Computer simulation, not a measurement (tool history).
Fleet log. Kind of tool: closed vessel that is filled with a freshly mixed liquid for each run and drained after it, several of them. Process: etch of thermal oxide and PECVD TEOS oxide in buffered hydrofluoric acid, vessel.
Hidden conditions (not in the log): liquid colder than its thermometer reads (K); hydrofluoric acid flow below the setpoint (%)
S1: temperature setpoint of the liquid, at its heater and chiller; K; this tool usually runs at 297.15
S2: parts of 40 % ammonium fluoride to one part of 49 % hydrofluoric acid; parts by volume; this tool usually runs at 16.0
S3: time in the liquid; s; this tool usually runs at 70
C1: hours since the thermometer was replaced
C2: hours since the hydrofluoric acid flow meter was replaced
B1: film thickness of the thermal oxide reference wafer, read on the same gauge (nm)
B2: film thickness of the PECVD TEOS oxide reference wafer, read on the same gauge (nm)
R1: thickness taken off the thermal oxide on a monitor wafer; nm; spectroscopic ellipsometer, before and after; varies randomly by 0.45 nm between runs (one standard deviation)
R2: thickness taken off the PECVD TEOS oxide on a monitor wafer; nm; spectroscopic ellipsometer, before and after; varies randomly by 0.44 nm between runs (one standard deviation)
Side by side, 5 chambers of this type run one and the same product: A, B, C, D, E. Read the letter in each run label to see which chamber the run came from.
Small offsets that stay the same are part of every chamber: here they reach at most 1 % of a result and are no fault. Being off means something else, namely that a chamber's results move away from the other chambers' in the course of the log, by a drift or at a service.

At day 0.125: chamber E: hydrofluoric acid flow meter replaced.
Run 1D, day 0.408: usual settings; C1 2519.6; C2 751.6; B1 139.99; B2 99.998. Result: R1 49.291 nm, R2 124.44 nm.
Run 2A, day 0.883: usual settings; C1 202.4; C2 1228.5; B1 139.99; B2 99.970. Result: R1 48.668 nm, R2 124.09 nm.
Run 3B, day 1.258: usual settings; C1 672.0; C2 802.0; B1 139.97; B2 99.970. Result: R1 49.019 nm, R2 124.39 nm.
Run 4C, day 1.596: usual settings; C1 54.7; C2 347.0; B1 140.01; B2 100.000. Result: R1 50.356 nm, R2 124.55 nm.
At day 1.746: chamber B: thermometer replaced.
Run 5E, day 2.008: usual settings but S2 19.5 parts by volume, S3 95 s; C1 1544.9; C2 45.2; B1 139.97; B2 100.060. Result: R1 54.600 nm, R2 137.73 nm.
Run 6A, day 2.271: usual settings but S2 19.5 parts by volume, S3 95 s; C1 235.7; C2 1261.8; B1 140.00; B2 99.978. Result: R1 55.393 nm, R2 139.90 nm.
Run 7E, day 2.783: usual settings but S2 19.5 parts by volume, S3 95 s; C1 1563.5; C2 63.8; B1 139.99; B2 99.988. Result: R1 54.349 nm, R2 137.66 nm.
Run 8B, day 3.079: usual settings but S2 19.5 parts by volume, S3 95 s; C1 32.0; C2 845.7; B1 139.99; B2 100.030. Result: R1 55.266 nm, R2 137.82 nm.
Run 9C, day 3.475: usual settings but S2 19.5 parts by volume, S3 95 s; C1 99.8; C2 392.1; B1 139.98; B2 99.988. Result: R1 55.199 nm, R2 138.95 nm.
At day 3.762: chamber E: thermometer replaced.
At day 3.942: chamber B: hydrofluoric acid flow meter replaced.
Run 10D, day 3.975: usual settings; C1 2605.2; C2 837.2; B1 140.01; B2 100.030. Result: R1 48.980 nm, R2 123.98 nm.
Run 11C, day 4.375: usual settings; C1 121.4; C2 413.7; B1 139.97; B2 99.973. Result: R1 49.724 nm, R2 123.62 nm.
Run 12D, day 4.679: usual settings; C1 2622.1; C2 854.1; B1 139.99; B2 99.950. Result: R1 49.421 nm, R2 124.49 nm.
Run 13B, day 5.000: usual settings but S2 19.5 parts by volume, S3 95 s; C1 78.1; C2 25.5; B1 140.00; B2 100.000. Result: R1 54.975 nm, R2 139.33 nm.
Run 14A, day 5.500: usual settings but S2 19.5 parts by volume, S3 95 s; C1 313.2; C2 1339.3; B1 139.99; B2 100.040. Result: R1 54.023 nm, R2 140.59 nm.
Run 15E, day 5.912: usual settings but S2 19.5 parts by volume, S3 95 s; C1 51.7; C2 138.9; B1 140.01; B2 99.994. Result: R1 54.093 nm, R2 138.86 nm.
Run 16B, day 6.233: usual settings but S2 19.5 parts by volume, S3 95 s; C1 107.7; C2 55.1; B1 140.01; B2 99.996. Result: R1 54.965 nm, R2 138.38 nm.
Run 17C, day 6.575: usual settings but S2 19.5 parts by volume, S3 95 s; C1 174.2; C2 466.5; B1 139.99; B2 100.040. Result: R1 54.651 nm, R2 139.18 nm.
Run 18D, day 6.821: usual settings; C1 2673.5; C2 905.5; B1 140.02; B2 100.000. Result: R1 49.391 nm, R2 122.68 nm.
Run 19E, day 7.379: usual settings; C1 86.9; C2 174.1; B1 140.03; B2 100.000. Result: R1 48.569 nm, R2 124.37 nm.
Run 20A, day 7.779: usual settings; C1 367.9; C2 1394.0; B1 139.99; B2 100.000. Result: R1 48.566 nm, R2 125.52 nm.
Run 21D, day 8.046: usual settings; C1 2702.9; C2 934.9; B1 140.00; B2 99.984. Result: R1 49.227 nm, R2 124.15 nm.
At day 8.408: chamber A: hydrofluoric acid flow meter replaced.
Run 22A, day 8.525: usual settings; C1 385.8; C2 2.9; B1 139.99; B2 99.974. Result: R1 49.505 nm, R2 125.20 nm.
Run 23E, day 8.962: usual settings; C1 124.9; C2 212.1; B1 140.00; B2 99.988. Result: R1 49.025 nm, R2 123.75 nm.
Run 24B, day 9.475: usual settings; C1 185.5; C2 132.9; B1 139.99; B2 99.992. Result: R1 48.747 nm, R2 125.03 nm.
Run 25C, day 9.921: usual settings; C1 254.5; C2 546.8; B1 139.98; B2 100.010. Result: R1 49.529 nm, R2 124.08 nm.
Run 26C, day 10.246: usual settings; C1 262.3; C2 554.6; B1 139.97; B2 99.995. Result: R1 49.348 nm, R2 123.27 nm.
At day 10.579: chamber D: hydrofluoric acid flow meter replaced.
Run 27B, day 10.704: usual settings; C1 215.0; C2 162.4; B1 139.99; B2 100.020. Result: R1 49.592 nm, R2 125.47 nm.
Run 28D, day 11.188: usual settings but S1 299.15 K; C1 2778.3; C2 14.6; B1 140.03; B2 100.000. Result: R1 55.056 nm, R2 138.50 nm.
Run 29A, day 11.617: usual settings but S1 299.15 K; C1 460.0; C2 77.1; B1 139.98; B2 99.994. Result: R1 54.922 nm, R2 139.77 nm.
Run 30E, day 12.088: usual settings but S1 299.15 K; C1 199.9; C2 287.1; B1 140.02; B2 100.050. Result: R1 53.739 nm, R2 138.26 nm.
Run 31E, day 12.450: usual settings but S1 299.15 K; C1 208.6; C2 295.8; B1 140.01; B2 99.997. Result: R1 55.339 nm, R2 138.47 nm.
Run 32C, day 12.804: usual settings but S1 299.15 K; C1 323.7; C2 616.0; B1 139.99; B2 100.020. Result: R1 55.410 nm, R2 138.15 nm.
Run 33A, day 13.208: usual settings; C1 498.2; C2 115.3; B1 140.01; B2 100.020. Result: R1 48.590 nm, R2 125.13 nm.
Run 34B, day 13.458: usual settings; C1 281.1; C2 228.5; B1 139.99; B2 100.000. Result: R1 49.513 nm, R2 125.09 nm.
At day 13.475: chamber D: thermometer replaced.
Run 35D, day 13.854: usual settings; C1 9.2; C2 78.6; B1 139.99; B2 99.968. Result: R1 48.735 nm, R2 124.17 nm.
Run 36E, day 14.258: usual settings; C1 252.0; C2 339.2; B1 140.00; B2 99.987. Result: R1 50.076 nm, R2 124.19 nm.
Run 37B, day 14.638: usual settings; C1 309.4; C2 256.8; B1 139.98; B2 100.040. Result: R1 49.075 nm, R2 124.06 nm.

Has any chamber moved away from the others, gradually or after a service, or does the common gauge drift, or do the chambers differ only by their own small steady offsets? State the chamber and the most likely cause if one applies.

Neither any chamber nor the gauge drifts; the chambers differ only by their own small, steady offsets.

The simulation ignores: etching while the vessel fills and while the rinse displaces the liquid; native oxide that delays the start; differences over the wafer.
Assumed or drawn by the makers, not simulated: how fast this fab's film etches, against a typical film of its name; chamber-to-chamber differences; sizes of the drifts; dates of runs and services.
